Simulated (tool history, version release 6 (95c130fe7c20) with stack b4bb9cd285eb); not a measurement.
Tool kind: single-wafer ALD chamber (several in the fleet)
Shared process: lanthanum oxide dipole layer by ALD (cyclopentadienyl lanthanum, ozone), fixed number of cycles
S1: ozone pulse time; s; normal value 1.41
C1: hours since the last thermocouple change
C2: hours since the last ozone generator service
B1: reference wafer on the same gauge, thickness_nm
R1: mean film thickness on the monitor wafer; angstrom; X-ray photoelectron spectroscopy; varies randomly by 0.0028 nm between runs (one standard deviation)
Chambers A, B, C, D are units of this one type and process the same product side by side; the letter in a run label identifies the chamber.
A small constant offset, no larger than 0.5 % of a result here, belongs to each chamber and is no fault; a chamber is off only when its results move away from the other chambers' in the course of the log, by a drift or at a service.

| run | day | S1 | C1 | C2 | B1 | R1 |
|---|---|---|---|---|---|---|
| 1D | 0.583 | 1.41 | 210.6 | 482.2 | 0.43614 | 5.4249 |
| 2C | 1.046 | 1.41 | 378.2 | 334.5 | 0.43598 | 5.4143 |
| 3A | 1.442 | 1.41 | 1538.7 | 302.5 | 0.43606 | 5.4620 |
| 4B | 2.017 | 1.41 | 1211.4 | 672.3 | 0.43587 | 5.4140 |
| 5B | 2.396 | 1.41 | 1220.5 | 681.4 | 0.43601 | 5.4374 |
| 6C | 2.888 | 1.14 | 422.4 | 378.7 | 0.43617 | 5.2113 |
| 7D | 3.404 | 1.14 | 278.3 | 549.9 | 0.43537 | 5.1848 |
| 8A | 3.896 | 1.14 | 1597.6 | 361.4 | 0.43572 | 5.1942 |
| 9D | 4.329 | 1.14 | 300.5 | 572.1 | 0.43624 | 5.2267 |
| 10A | 4.921 | 1.41 | 1622.2 | 386.0 | 0.43573 | 5.4121 |
| 11C | 5.317 | 1.81 | 480.7 | 437.0 | 0.43607 | 5.5934 |
| 12B | 5.638 | 1.81 | 1298.3 | 759.2 | 0.43569 | 5.6407 |
| 13D | 6.221 | 1.81 | 345.9 | 617.5 | 0.43598 | 5.6315 |
| 14B | 6.879 | 1.81 | 1328.1 | 789.0 | 0.43568 | 5.6013 |
| 15C | 7.258 | 1.41 | 527.3 | 483.6 | 0.43640 | 5.3630 |
| 16A | 7.771 | 1.41 | 1690.6 | 454.4 | 0.43600 | 5.3803 |
|  | 8.058 | chamber D: ozone generator serviced |
| 17C | 8.271 | 1.41 | 551.6 | 507.9 | 0.43604 | 5.4102 |
| 18D | 8.825 | 1.41 | 408.4 | 18.5 | 0.43615 | 5.4285 |
| 19B | 9.179 | 1.41 | 1383.3 | 844.2 | 0.43628 | 5.4344 |
| 20A | 9.838 | 1.41 | 1740.2 | 504.0 | 0.43635 | 5.3940 |
| 21D | 10.296 | 1.41 | 443.7 | 53.8 | 0.43627 | 5.4345 |
| 22C | 10.875 | 1.41 | 614.1 | 570.4 | 0.43625 | 5.4011 |
|  | 11.288 | chamber A: thermocouple changed; heater temperature recalibrated |
| 23A | 11.542 | 1.81 | 6.2 | 544.9 | 0.43653 | 5.5921 |
| 24B | 12.104 | 1.81 | 1453.5 | 914.4 | 0.43542 | 5.6217 |
| 25D | 12.700 | 1.81 | 501.4 | 111.5 | 0.43592 | 5.6569 |
| 26A | 13.167 | 1.81 | 45.2 | 583.9 | 0.43581 | 5.6433 |
|  | 13.342 | chamber A: ozone generator serviced |
| 27B | 13.546 | 1.07 | 1488.1 | 949.0 | 0.43540 | 5.0782 |
| 28C | 13.938 | 1.07 | 687.6 | 643.9 | 0.43570 | 5.0248 |
| 29C | 14.508 | 1.07 | 701.3 | 657.6 | 0.43599 | 5.0805 |
| 30B | 15.033 | 1.07 | 1523.8 | 984.7 | 0.43619 | 5.0542 |
| 31A | 15.400 | 1.41 | 98.8 | 49.4 | 0.43591 | 5.4186 |
| 32D | 15.808 | 0.92 | 576.0 | 186.1 | 0.43551 | 4.7836 |
| 33D | 16.242 | 0.92 | 586.4 | 196.5 | 0.43582 | 4.8618 |
| 34C | 16.533 | 0.92 | 749.9 | 706.2 | 0.43609 | 4.7495 |
|  | 16.692 | chamber B: ozone generator serviced |
| 35A | 16.904 | 0.92 | 134.9 | 85.5 | 0.43595 | 4.8271 |
| 36B | 17.458 | 1.88 | 1582.0 | 18.4 | 0.43629 | 5.6421 |
|  | 17.658 | chamber B: thermocouple changed; heater temperature recalibrated |
| 37A | 18.117 | 1.88 | 164.0 | 114.6 | 0.43599 | 5.6640 |
| 38D | 18.575 | 1.88 | 642.4 | 252.5 | 0.43649 | 5.6778 |
| 39C | 18.912 | 1.88 | 807.0 | 763.3 | 0.43641 | 5.6221 |
| 40B | 19.383 | 1.41 | 41.5 | 64.6 | 0.43651 | 5.3600 |
| 41B | 19.962 | 1.41 | 55.4 | 78.5 | 0.43584 | 5.4818 |

Next, all 4 chambers run the settings below, one line each with question marks for the results. What does each chamber give?
| 42A | 20.454 | 1.41 |  |  |  | ? |
| 42B | 20.454 | 1.41 |  |  |  | ? |
| 42C | 20.454 | 1.41 |  |  |  | ? |
| 42D | 20.454 | 1.41 |  |  |  | ? |

| run | R1 |
|---|---|
| 42A | 5.4290 |
| 42B | 5.4122 |
| 42C | 5.4305 |
| 42D | 5.4260 |
